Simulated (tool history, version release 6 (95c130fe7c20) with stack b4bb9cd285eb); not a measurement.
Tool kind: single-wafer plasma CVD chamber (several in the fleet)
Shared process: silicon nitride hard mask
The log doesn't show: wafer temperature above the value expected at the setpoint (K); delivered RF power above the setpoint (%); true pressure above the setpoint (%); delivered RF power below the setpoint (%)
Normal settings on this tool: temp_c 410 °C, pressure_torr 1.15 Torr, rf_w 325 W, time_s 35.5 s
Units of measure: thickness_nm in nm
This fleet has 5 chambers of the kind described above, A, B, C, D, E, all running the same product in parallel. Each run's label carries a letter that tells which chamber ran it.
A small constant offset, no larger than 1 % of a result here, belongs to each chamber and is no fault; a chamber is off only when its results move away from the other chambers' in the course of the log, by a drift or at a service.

run,day,temp_c,pressure_torr,rf_w,time_s,hours since the last thermocouple change,hours since the last RF generator calibration,hours since the last manometer calibration,"read-back reference wafer on the same gauge, thickness_nm",thickness_nm
1C,0.329,410,1.15,325,35.5,274.5,95.8,1849.4,45.119,38.940
2A,0.633,410,1.15,325,35.5,2081.7,717.7,1419.0,45.089,38.147
3D,1.083,410,1.15,325,35.5,1424.3,350.4,674.9,45.086,38.827
4E,1.550,410,1.15,325,35.5,1087.1,197.8,1922.1,45.085,38.652
# day 1.783: chamber A: capacitance manometer re-zeroed and calibrated
5B,1.950,410,1.15,325,35.5,1100.7,1594.5,1350.6,45.068,38.750
6C,2.246,410,1.15,325,35.5,320.5,141.8,1895.4,45.082,38.950
7E,2.512,410,1.15,325,35.5,1110.2,220.9,1945.2,45.100,39.037
8D,3.042,410,1.15,325,35.5,1471.3,397.4,721.9,45.088,38.613
9A,3.292,410,1.15,325,35.5,2145.5,781.5,36.2,45.082,38.385
10B,3.817,410,1.15,325,35.5,1145.5,1639.3,1395.4,45.065,38.731
11B,4.196,410,1.15,325,35.5,1154.6,1648.4,1404.5,45.093,38.686
12D,4.438,410,1.15,325,35.5,1504.8,430.9,755.4,45.136,38.547
# day 4.483: chamber B: RF generator calibrated
13E,4.962,410,1.15,325,35.5,1169.0,279.7,2004.0,45.125,38.814
14A,5.208,410,1.15,325,35.5,2191.5,827.5,82.2,45.086,38.361
15C,5.671,410,1.15,325,35.5,402.7,224.0,1977.6,45.104,38.859
16A,6.138,424,1.15,385,35.5,2213.8,849.8,104.5,45.112,42.417
17E,6.608,424,1.15,385,35.5,1208.5,319.2,2043.5,45.125,42.900
18C,6.975,424,1.15,385,35.5,434.0,255.3,2008.9,45.093,43.133
19D,7.267,424,1.15,385,35.5,1572.7,498.8,823.3,45.088,42.941
20B,7.625,424,1.15,385,35.5,1236.9,75.4,1486.8,45.104,43.035
21A,7.946,410,1.15,325,35.5,2257.2,893.2,147.9,45.124,38.533
22E,8.308,410,1.15,325,35.5,1249.3,360.0,2084.3,45.127,38.866
23D,8.546,410,0.88,325,32.2,1603.4,529.5,854.0,45.088,31.902
24B,8.850,410,0.88,325,32.2,1266.3,104.8,1516.2,45.077,32.082
25C,9.183,410,0.88,325,32.2,487.0,308.3,2061.9,45.097,31.994
26E,9.433,410,0.88,325,32.2,1276.3,387.0,2111.3,45.085,32.419
27C,9.812,410,0.88,325,32.2,502.1,323.4,2077.0,45.078,31.977
28D,10.175,410,1.15,325,35.5,1642.5,568.6,893.1,45.121,38.543
29B,10.667,410,1.15,325,35.5,1309.9,148.4,1559.8,45.112,38.980
30A,11.083,410,1.15,325,35.5,2332.5,968.5,223.2,45.097,38.266
31A,11.550,410,1.15,325,35.5,2343.7,979.7,234.4,45.096,38.290
32C,11.871,410,1.15,325,35.5,551.5,372.8,2126.4,45.114,39.147
33B,12.292,410,1.15,325,35.5,1348.9,187.4,1598.8,45.092,39.028
34D,12.658,415,1.15,325,35.5,1702.1,628.2,952.7,45.102,38.758
35E,13.054,415,1.15,325,35.5,1363.2,473.9,2198.2,45.103,39.000

Next, all 5 chambers run the settings below, one line each with question marks for the results. What does each chamber give?
36A,13.442,410,1.40,325,35.5,,,,,?
36B,13.442,410,1.40,325,35.5,,,,,?
36C,13.442,410,1.40,325,35.5,,,,,?
36D,13.442,410,1.40,325,35.5,,,,,?
36E,13.442,410,1.40,325,35.5,,,,,?

run,thickness_nm
36A,40.790
36B,41.457
36C,41.406
36D,41.053
36E,41.468
